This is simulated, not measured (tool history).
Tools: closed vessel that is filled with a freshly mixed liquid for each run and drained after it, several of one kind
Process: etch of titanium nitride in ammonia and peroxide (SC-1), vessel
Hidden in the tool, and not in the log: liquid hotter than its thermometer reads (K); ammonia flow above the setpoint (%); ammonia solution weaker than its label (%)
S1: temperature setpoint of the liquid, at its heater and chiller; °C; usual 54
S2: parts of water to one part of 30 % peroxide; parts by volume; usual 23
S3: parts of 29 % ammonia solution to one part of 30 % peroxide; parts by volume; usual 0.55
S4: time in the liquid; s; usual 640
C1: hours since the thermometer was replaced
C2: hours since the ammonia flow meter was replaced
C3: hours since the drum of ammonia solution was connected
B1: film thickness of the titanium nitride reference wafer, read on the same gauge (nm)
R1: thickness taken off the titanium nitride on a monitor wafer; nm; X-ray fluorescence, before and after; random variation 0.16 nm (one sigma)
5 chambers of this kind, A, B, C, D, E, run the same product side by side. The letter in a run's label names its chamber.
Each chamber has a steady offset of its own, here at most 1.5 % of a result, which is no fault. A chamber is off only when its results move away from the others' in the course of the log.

run   hour  S1    S2    S3   S4      C1      C2      C3      B1      R1
 1D      8  54    23  0.55  640  1228.3    2265   148.6  110.01  18.165
 2E   15.4  54    23  0.55  640  2565.9   667.5  1011.8  110.01  18.815
 3C   27.3  54    23  0.55  640  1846.3   387.5   952.4  110.02   18.36
        36  -- chamber E: new drum of ammonia solution connected
 4A   36.7  54    23  0.55  640   628.6    98.6   765.5  109.97  18.594
 5B   45.3  54    23  0.55  640   127.4   368.3      76  110.01  18.501
 6B     57  54    15  0.55  640   139.1     380    87.7  110.01  23.547
      66.9  -- chamber D: new drum of ammonia solution connected
 7A   68.2  54    15  0.55  640   660.1   130.1     797     110  23.515
 8C   76.8  54    15  0.55  640  1895.8     437  1001.9  109.98  22.896
 9E   83.8  54    15  0.55  640  2634.3   735.9    47.9  109.98  23.899
10D   93.5  54    15  0.55  640  1313.8  2350.5    26.6  109.98  22.929
11C    105  54    23  0.55  640    1924   465.2  1030.1  110.06  18.173
12D  110.8  54    23  0.55  640  1331.1  2367.8    43.9  110.03  18.497
13A  118.7  54    23  0.55  640   710.6   180.6   847.5     110  18.532
     126.2  -- chamber C: new drum of ammonia solution connected
14B  130.7  54    23  0.55  640   212.8   453.7   161.4     110   18.55
15E  136.8  54    23  0.55  640  2687.3   788.9   100.9  109.97  19.053
16D  148.7  54    23  0.55  640    1369  2405.7    81.8     110  18.087
17A  155.9  54    23  0.55  640   747.8   217.8   884.7  110.05  18.578
18C  165.3  54    23  0.55  640  1984.3   525.5    39.1     110  18.866
19B  174.9  54    23  0.55  640     257   497.9   205.6  109.98  18.289
20E  182.5  54    23  0.55  640    2733   834.6   146.6  110.04   18.65
21D  193.7  54    23  0.55  640    1414  2450.7   126.8  109.99  18.625
     197.2  -- chamber D: ammonia flow meter replaced
22C  201.7  54    23  0.55  640  2020.7   561.9    75.5     110  19.123
23E  214.6  54    23  0.55  640  2765.1   866.7   178.7  109.98  18.713
24B    227  54    23  0.55  640   309.1     550   257.7  110.02  18.518
25A  237.6  49    23  0.55  640   829.5   299.5   966.4  110.01  13.153
26B  247.5  49    23  0.55  640   329.6   570.5   278.2  109.97  12.937
27E  254.4  49    23  0.55  640  2804.9   906.5   218.5  109.95   13.18
28C  265.9  49    23  0.55  640  2084.9   626.1   139.7  110.01  14.251
29A  278.1  49    23  0.55  640     870     340  1006.9  109.99  12.976
30D  285.1  54  19.5  0.25  640  1505.4      88   218.2  109.97  17.667
     290.5  -- chamber D: new drum of ammonia solution connected
31D  295.7  54  19.5  0.25  640    1516    98.6     5.2  109.97  17.581
32C  305.7  54  19.5  0.25  640  2124.7   665.9   179.5  110.02  18.819
33A  317.6  54  19.5  0.25  640   909.5   379.5  1046.4  109.98  17.489
34B  324.3  54  19.5  0.25  640   406.4   647.3     355  109.98  17.429
35E  331.8  54    23  0.55  640  2882.3   983.9   295.9  110.01  18.649
     337.7  -- chamber E: thermometer replaced
36E  342.5  54    23  0.55  640     4.9   994.6   306.6  109.99  18.445
     351.4  -- chamber B: new drum of ammonia solution connected
37B  354.3  54    23  0.55  640   436.4   677.3       3  110.01  18.432

All 5 chambers run these settings next. Forecast each chamber's results:
38A  363.6  54  23  0.55  640                   ?
38B  363.6  54  23  0.55  640                   ?
38C  363.6  54  23  0.55  640                   ?
38D  363.6  54  23  0.55  640                   ?
38E  363.6  54  23  0.55  640                   ?

run      R1
38A  18.792
38B  18.525
38C   20.56
38D  18.173
38E  18.779
